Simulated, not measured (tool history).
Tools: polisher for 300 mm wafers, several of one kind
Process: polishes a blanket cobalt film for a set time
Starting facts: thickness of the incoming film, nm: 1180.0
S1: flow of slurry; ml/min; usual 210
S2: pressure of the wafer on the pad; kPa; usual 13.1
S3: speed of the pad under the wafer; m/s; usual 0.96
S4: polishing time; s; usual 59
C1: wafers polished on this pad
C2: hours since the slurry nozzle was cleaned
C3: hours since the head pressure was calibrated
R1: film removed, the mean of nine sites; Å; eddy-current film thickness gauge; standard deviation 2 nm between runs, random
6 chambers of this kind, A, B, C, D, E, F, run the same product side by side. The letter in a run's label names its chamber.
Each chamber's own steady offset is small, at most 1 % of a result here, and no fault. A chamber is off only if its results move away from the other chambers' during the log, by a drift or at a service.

At hour 3.3: chamber B: head pressure recalibrated.
Run 1B, hour 4.4: usual settings; C1 101; C2 24.0; C3 1.2. Result: R1 2746.0 Å.
Run 2F, hour 7.9: usual settings; C1 120; C2 240.7; C3 648.1. Result: R1 2687.3 Å.
Run 3C, hour 12.0: usual settings; C1 915; C2 724.3; C3 60.7. Result: R1 2711.8 Å.
At hour 15.3: chamber C: worn pad replaced by a new one.
Run 4D, hour 19.9: usual settings; C1 1119; C2 70.5; C3 935.0. Result: R1 2697.0 Å.
Run 5E, hour 27.7: usual settings; C1 973; C2 500.3; C3 548.7. Result: R1 2680.6 Å.
At hour 28.6: chamber D: worn pad replaced by a new one.
At hour 31.7: chamber D: head pressure recalibrated.
Run 6A, hour 34.7: usual settings; C1 1033; C2 384.9; C3 326.0. Result: R1 2720.1 Å.
Run 7A, hour 39.3: usual settings; C1 1072; C2 389.5; C3 330.6. Result: R1 2718.8 Å.
At hour 40.0: chamber E: worn pad replaced by a new one.
Run 8D, hour 45.7: usual settings; C1 145; C2 96.3; C3 14.0. Result: R1 2715.9 Å.
Run 9C, hour 49.5: usual settings; C1 290; C2 761.8; C3 98.2. Result: R1 2649.9 Å.
At hour 51.5: chamber E: slurry nozzle cleaned.
At hour 52.4: chamber F: slurry nozzle cleaned.
Run 10B, hour 54.7: usual settings; C1 527; C2 74.3; C3 51.5. Result: R1 2741.6 Å.
Run 11F, hour 60.0: usual settings; C1 561; C2 7.6; C3 700.2. Result: R1 2687.2 Å.
Run 12E, hour 63.5: usual settings; C1 199; C2 12.0; C3 584.5. Result: R1 2712.9 Å.
At hour 69.2: chamber B: worn pad replaced by a new one.
Run 13D, hour 69.5: usual settings; C1 347; C2 120.1; C3 37.8. Result: R1 2713.6 Å.
Run 14E, hour 73.6: usual settings; C1 285; C2 22.1; C3 594.6. Result: R1 2693.0 Å.
Run 15A, hour 78.5: usual settings; C1 1404; C2 428.7; C3 369.8. Result: R1 2699.0 Å.
At hour 79.3: chamber A: worn pad replaced by a new one.
Run 16C, hour 85.3: usual settings; C1 594; C2 797.6; C3 134.0. Result: R1 2700.1 Å.
Run 17F, hour 92.6: usual settings; C1 838; C2 40.2; C3 732.8. Result: R1 2712.5 Å.
At hour 96.1: chamber F: worn pad replaced by a new one.
Run 18B, hour 99.9: usual settings; C1 260; C2 119.5; C3 96.7. Result: R1 2692.2 Å.
At hour 104.7: chamber E: head pressure recalibrated.
Run 19E, hour 107.4: usual settings but S1 275 ml/min; C1 571; C2 55.9; C3 2.8. Result: R1 2757.6 Å.
At hour 111.1: chamber F: head pressure recalibrated.
Run 20C, hour 114.2: usual settings but S1 275 ml/min; C1 838; C2 826.5; C3 162.9. Result: R1 2800.8 Å.
Run 21B, hour 119.8: usual settings but S1 275 ml/min; C1 429; C2 139.4; C3 116.6. Result: R1 2823.8 Å.
Run 22F, hour 127.0: usual settings but S1 275 ml/min; C1 262; C2 74.6; C3 16.0. Result: R1 2981.0 Å.
At hour 132.9: chamber C: worn pad replaced by a new one.
Run 23A, hour 134.2: usual settings but S1 275 ml/min; C1 466; C2 484.4; C3 425.5. Result: R1 2780.5 Å.
At hour 136.3: chamber C: slurry nozzle cleaned.
At hour 139.9: chamber B: worn pad replaced by a new one.
Run 24D, hour 140.9: usual settings but S1 275 ml/min; C1 952; C2 191.5; C3 109.2. Result: R1 2792.9 Å.
Run 25A, hour 148.7: usual settings; C1 589; C2 498.9; C3 440.0. Result: R1 2722.3 Å.
Run 26F, hour 154.9: usual settings; C1 498; C2 102.5; C3 43.9. Result: R1 2913.0 Å.
Run 27B, hour 159.3: usual settings; C1 164; C2 178.9; C3 156.1. Result: R1 2721.2 Å.
Run 28D, hour 164.7: usual settings; C1 1154; C2 215.3; C3 133.0. Result: R1 2718.9 Å.
At hour 166.8: chamber D: worn pad replaced by a new one.
Run 29C, hour 172.5: usual settings; C1 335; C2 36.3; C3 221.2. Result: R1 2674.2 Å.
At hour 172.6: chamber E: worn pad replaced by a new one.
Run 30E, hour 177.1: usual settings; C1 38; C2 125.6; C3 72.5. Result: R1 2682.8 Å.
Run 31D, hour 181.7: usual settings; C1 126; C2 232.3; C3 150.0. Result: R1 2702.9 Å.
Run 32B, hour 188.6: usual settings; C1 413; C2 208.2; C3 185.4. Result: R1 2725.4 Å.
Run 33E, hour 192.9: usual settings; C1 172; C2 141.4; C3 88.3. Result: R1 2692.9 Å.
Run 34C, hour 196.6: usual settings; C1 540; C2 60.4; C3 245.3. Result: R1 2666.8 Å.
Run 35F, hour 204.0: usual settings; C1 915; C2 151.6; C3 93.0. Result: R1 2874.1 Å.
Run 36A, hour 210.3: usual settings but S1 170 ml/min, S4 71 s; C1 1111; C2 560.5; C3 501.6. Result: R1 3175.7 Å.
Run 37C, hour 214.8: usual settings but S1 170 ml/min, S4 71 s; C1 694; C2 78.6; C3 263.5. Result: R1 3152.4 Å.
Run 38A, hour 220.8: usual settings but S1 170 ml/min, S4 71 s; C1 1200; C2 571.0; C3 512.1. Result: R1 3131.0 Å.
Run 39D, hour 224.9: usual settings but S1 170 ml/min, S4 71 s; C1 492; C2 275.5; C3 193.2. Result: R1 3155.3 Å.
Run 40E, hour 230.4: usual settings but S1 170 ml/min, S4 71 s; C1 490; C2 178.9; C3 125.8. Result: R1 3173.3 Å.

Is one chamber out of step, is the gauge drifting, or do the chambers differ by no more than their own small offsets? For an off chamber, give its letter and the likeliest cause.

A service on chamber F put it out of line with the rest.
Likeliest cause: head's pressure above its setpoint, % = 7.78.

Here are 4 candidates for chamber F's next run, each the usual settings with a change, their results left as question marks. Which one brings its results back in line with what the others give on the usual settings?
In line here means within this much of the mean the other chambers give on the usual settings: R1 71.0 Å
Run 41F-1, hour 236.1: usual settings but S3 0.90 m/s. Result: R1 ?.
Run 41F-2, hour 236.1: usual settings but S2 13.8 kPa, S3 1.00 m/s, S4 62 s. Result: R1 ?.
Run 41F-3, hour 236.1: usual settings but S3 1.02 m/s. Result: R1 ?.
Run 41F-4, hour 236.1: usual settings but S2 12.4 kPa, S3 0.92 m/s, S4 56 s. Result: R1 ?.

On the usual settings, the other chambers give on average: R1 2700.1 Å
  run      R1
41F-1  2716.3
41F-2  3341.3
41F-3  3084.3
41F-4  2499.7
41F-1 is the one that brings the chamber's results back in line with the other chambers.
